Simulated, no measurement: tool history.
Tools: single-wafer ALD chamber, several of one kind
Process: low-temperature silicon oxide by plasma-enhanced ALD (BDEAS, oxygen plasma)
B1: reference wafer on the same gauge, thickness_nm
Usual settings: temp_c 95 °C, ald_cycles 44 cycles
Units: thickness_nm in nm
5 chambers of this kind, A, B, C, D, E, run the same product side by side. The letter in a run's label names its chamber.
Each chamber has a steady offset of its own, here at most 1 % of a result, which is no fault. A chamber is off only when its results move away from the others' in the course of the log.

Run 1A, hour 11.8: usual settings; B1 6.1204. Result: thickness_nm 6.4532 nm.
Run 2E, hour 21.8: usual settings; B1 6.1194. Result: thickness_nm 6.4206 nm.
Run 3C, hour 35.7: usual settings; B1 6.1175. Result: thickness_nm 6.3778 nm.
Run 4B, hour 45.9: usual settings; B1 6.1246. Result: thickness_nm 6.4635 nm.
Run 5D, hour 54.6: usual settings but temp_c 89 °C, ald_cycles 48 cycles; B1 6.1195. Result: thickness_nm 7.1883 nm.
Run 6C, hour 61.5: usual settings but temp_c 89 °C, ald_cycles 48 cycles; B1 6.1205. Result: thickness_nm 7.1077 nm.
Run 7B, hour 75.2: usual settings but temp_c 89 °C, ald_cycles 48 cycles; B1 6.1187. Result: thickness_nm 7.1766 nm.
Run 8A, hour 84.6: usual settings but temp_c 89 °C, ald_cycles 48 cycles; B1 6.1189. Result: thickness_nm 7.1689 nm.
Run 9E, hour 95.8: usual settings but temp_c 89 °C, ald_cycles 48 cycles; B1 6.1194. Result: thickness_nm 7.2081 nm.
Run 10D, hour 107.9: usual settings; B1 6.1198. Result: thickness_nm 6.4547 nm.
Run 11D, hour 121.5: usual settings; B1 6.1149. Result: thickness_nm 6.4202 nm.
Run 12A, hour 134.8: usual settings; B1 6.1197. Result: thickness_nm 6.4632 nm.
Run 13B, hour 142: usual settings; B1 6.1221. Result: thickness_nm 6.4176 nm.
Run 14E, hour 148: usual settings; B1 6.1165. Result: thickness_nm 6.4032 nm.
Run 15C, hour 155.9: usual settings; B1 6.1215. Result: thickness_nm 6.3681 nm.
Run 16E, hour 167.3: usual settings; B1 6.1201. Result: thickness_nm 6.4609 nm.
Run 17C, hour 180.7: usual settings but temp_c 104 °C; B1 6.1204. Result: thickness_nm 6.2369 nm.
Run 18B, hour 193: usual settings but temp_c 104 °C; B1 6.1226. Result: thickness_nm 6.2441 nm.
Run 19D, hour 200.5: usual settings but temp_c 104 °C; B1 6.1244. Result: thickness_nm 6.2911 nm.
Run 20A, hour 209: usual settings but temp_c 104 °C; B1 6.1159. Result: thickness_nm 6.2689 nm.
Run 21D, hour 220.7: usual settings but temp_c 104 °C; B1 6.1183. Result: thickness_nm 6.3256 nm.
Run 22A, hour 229.2: usual settings; B1 6.1186. Result: thickness_nm 6.4666 nm.
Run 23C, hour 235.8: usual settings; B1 6.1192. Result: thickness_nm 6.3643 nm.
Run 24B, hour 249: usual settings; B1 6.1219. Result: thickness_nm 6.4297 nm.
Run 25E, hour 259.8: usual settings; B1 6.1149. Result: thickness_nm 6.433 nm.
Run 26A, hour 268.4: usual settings; B1 6.1199. Result: thickness_nm 6.4823 nm.
Run 27D, hour 281.9: usual settings; B1 6.1259. Result: thickness_nm 6.4355 nm.
Run 28E, hour 293.3: usual settings; B1 6.1207. Result: thickness_nm 6.427 nm.
Run 29B, hour 305: usual settings but temp_c 81 °C; B1 6.1205. Result: thickness_nm 6.7569 nm.
Run 30C, hour 315.6: usual settings but temp_c 81 °C; B1 6.1197. Result: thickness_nm 6.7204 nm.

Is one chamber off against the others, does the gauge drift, or is nothing wrong? If a chamber is off, say which, and what the likeliest cause is.

No chamber stands off beyond its own small offset, and the gauge holds steady.
